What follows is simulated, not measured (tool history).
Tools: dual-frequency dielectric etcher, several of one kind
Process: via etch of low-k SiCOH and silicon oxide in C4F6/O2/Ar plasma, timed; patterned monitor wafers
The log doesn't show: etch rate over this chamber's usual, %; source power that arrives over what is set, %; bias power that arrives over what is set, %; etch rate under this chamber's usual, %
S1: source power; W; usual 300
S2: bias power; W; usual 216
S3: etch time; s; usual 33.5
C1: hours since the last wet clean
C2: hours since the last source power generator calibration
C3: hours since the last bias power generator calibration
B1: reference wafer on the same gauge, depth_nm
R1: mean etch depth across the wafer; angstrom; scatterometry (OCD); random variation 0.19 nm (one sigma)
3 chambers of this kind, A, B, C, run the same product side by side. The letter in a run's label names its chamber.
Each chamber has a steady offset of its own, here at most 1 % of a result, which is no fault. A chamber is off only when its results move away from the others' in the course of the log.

{"run": "1A", "day": 0.338, "S1": 300, "S2": 216, "S3": 33.5, "C1": 28.1, "C2": 1605.8, "C3": 2877.9, "B1": 62.545, "R1": 747.05}
{"run": "2C", "day": 0.729, "S1": 300, "S2": 216, "S3": 33.5, "C1": 160.1, "C2": 350.7, "C3": 1499.9, "B1": 62.639, "R1": 753.92}
{"run": "3B", "day": 1.1, "S1": 300, "S2": 216, "S3": 33.5, "C1": 506.6, "C2": 2571.9, "C3": 2565.7, "B1": 62.596, "R1": 753.45}
{"run": "4A", "day": 1.354, "S1": 300, "S2": 216, "S3": 33.5, "C1": 52.5, "C2": 1630.2, "C3": 2902.3, "B1": 62.604, "R1": 746.85}
{"run": "5C", "day": 1.817, "S1": 300, "S2": 216, "S3": 33.5, "C1": 186.2, "C2": 376.8, "C3": 1526, "B1": 62.597, "R1": 754.6}
{"run": "6B", "day": 2.288, "S1": 300, "S2": 216, "S3": 33.5, "C1": 535.1, "C2": 2600.4, "C3": 2594.2, "B1": 62.583, "R1": 758.73}
{"run": "7C", "day": 2.792, "S1": 300, "S2": 195, "S3": 33.5, "C1": 209.6, "C2": 400.2, "C3": 1549.4, "B1": 62.616, "R1": 724.62}
{"run": "8B", "day": 3.283, "S1": 300, "S2": 195, "S3": 33.5, "C1": 559, "C2": 2624.3, "C3": 2618.1, "B1": 62.586, "R1": 731.36}
{"run": "9A", "day": 3.767, "S1": 300, "S2": 195, "S3": 33.5, "C1": 110.4, "C2": 1688.1, "C3": 2960.2, "B1": 62.573, "R1": 722.85}
{"run": "10C", "day": 4.133, "S1": 300, "S2": 216, "S3": 33.5, "C1": 241.8, "C2": 432.4, "C3": 1581.6, "B1": 62.599, "R1": 753.99}
{"run": "11B", "day": 4.375, "S1": 300, "S2": 216, "S3": 33.5, "C1": 585.2, "C2": 2650.5, "C3": 2644.3, "B1": 62.629, "R1": 755.59}
{"run": "12A", "day": 4.604, "S1": 300, "S2": 216, "S3": 33.5, "C1": 130.5, "C2": 1708.2, "C3": 2980.3, "B1": 62.563, "R1": 746.94}
{"run": "13A", "day": 4.933, "S1": 300, "S2": 216, "S3": 33.5, "C1": 138.4, "C2": 1716.1, "C3": 2988.2, "B1": 62.593, "R1": 747.95}
{"run": "14B", "day": 5.275, "S1": 300, "S2": 216, "S3": 33.5, "C1": 606.8, "C2": 2672.1, "C3": 2665.9, "B1": 62.579, "R1": 757.86}
{"run": "15C", "day": 5.775, "S1": 300, "S2": 216, "S3": 33.5, "C1": 281.2, "C2": 471.8, "C3": 1621, "B1": 62.59, "R1": 747.72}
{"run": "16C", "day": 6.033, "S1": 300, "S2": 216, "S3": 33.5, "C1": 287.4, "C2": 478, "C3": 1627.2, "B1": 62.614, "R1": 747.15}
{"run": "17A", "day": 6.379, "S1": 300, "S2": 216, "S3": 33.5, "C1": 173.1, "C2": 1750.8, "C3": 3022.9, "B1": 62.63, "R1": 745.34}
{"run": "18B", "day": 6.712, "S1": 270, "S2": 216, "S3": 33.5, "C1": 641.3, "C2": 2706.6, "C3": 2700.4, "B1": 62.561, "R1": 728.34}
{"day": 6.921, "done": "chamber B: wet clean of the chamber"}
{"run": "19B", "day": 6.938, "S1": 270, "S2": 216, "S3": 33.5, "C1": 0.4, "C2": 2712, "C3": 2705.8, "B1": 62.584, "R1": 724.71}
{"run": "20C", "day": 7.375, "S1": 270, "S2": 216, "S3": 33.5, "C1": 319.6, "C2": 510.2, "C3": 1659.4, "B1": 62.623, "R1": 713.54}
{"run": "21A", "day": 7.658, "S1": 300, "S2": 216, "S3": 33.5, "C1": 203.8, "C2": 1781.5, "C3": 3053.6, "B1": 62.589, "R1": 749.29}
{"run": "22A", "day": 8.121, "S1": 300, "S2": 216, "S3": 33.5, "C1": 214.9, "C2": 1792.6, "C3": 3064.7, "B1": 62.605, "R1": 750.63}
{"run": "23B", "day": 8.479, "S1": 300, "S2": 216, "S3": 33.5, "C1": 37.4, "C2": 2749, "C3": 2742.8, "B1": 62.599, "R1": 757.72}
{"run": "24C", "day": 8.7, "S1": 300, "S2": 216, "S3": 33.5, "C1": 351.4, "C2": 542, "C3": 1691.2, "B1": 62.634, "R1": 741}
{"run": "25A", "day": 8.933, "S1": 300, "S2": 216, "S3": 33.5, "C1": 234.4, "C2": 1812.1, "C3": 3084.2, "B1": 62.621, "R1": 748.16}
{"run": "26B", "day": 9.288, "S1": 300, "S2": 216, "S3": 33.5, "C1": 56.8, "C2": 2768.4, "C3": 2762.2, "B1": 62.59, "R1": 755.77}
{"run": "27C", "day": 9.779, "S1": 300, "S2": 216, "S3": 33.5, "C1": 377.3, "C2": 567.9, "C3": 1717.1, "B1": 62.571, "R1": 732.94}
{"run": "28B", "day": 10.021, "S1": 300, "S2": 216, "S3": 33.5, "C1": 74.4, "C2": 2786, "C3": 2779.8, "B1": 62.609, "R1": 758.36}
{"run": "29C", "day": 10.329, "S1": 300, "S2": 216, "S3": 28.5, "C1": 390.5, "C2": 581.1, "C3": 1730.3, "B1": 62.585, "R1": 623.73}
{"run": "30A", "day": 10.571, "S1": 300, "S2": 216, "S3": 28.5, "C1": 273.7, "C2": 1851.4, "C3": 3123.5, "B1": 62.66, "R1": 635.3}
{"run": "31B", "day": 10.992, "S1": 300, "S2": 216, "S3": 28.5, "C1": 97.7, "C2": 2809.3, "C3": 2803.1, "B1": 62.665, "R1": 644.38}

What goes on in this fleet: one chamber off, a drifting gauge, or nothing beyond the chambers' own small offsets? Name the chamber and the cause, if any.

Chamber C drifts away from the others.
Cause: etch rate under this chamber's usual, % = 3.44.

Here are 4 candidates for chamber C's next run, each the usual settings with a change, their results left as question marks. Which one brings its results back in line with what the others give on the usual settings?
In line means no further than this from the other chambers' mean on the usual settings: R1 6.5 angstrom
{"run": "32C-1", "day": 11.35, "S1": 300, "S2": 215, "S3": 32.5, "R1": "?"}
{"run": "32C-2", "day": 11.35, "S1": 330, "S2": 233, "S3": 33.5, "R1": "?"}
{"run": "32C-3", "day": 11.35, "S1": 300, "S2": 216, "S3": 31.5, "R1": "?"}
{"run": "32C-4", "day": 11.35, "S1": 300, "S2": 217, "S3": 34.5, "R1": "?"}

The other chambers' mean on the usual settings: R1 752.5 angstrom
run=32C-1 R1=705.93
run=32C-2 R1=774.79
run=32C-3 R1=685.25
run=32C-4 R1=751.66
32C-4 brings the chamber back in line.
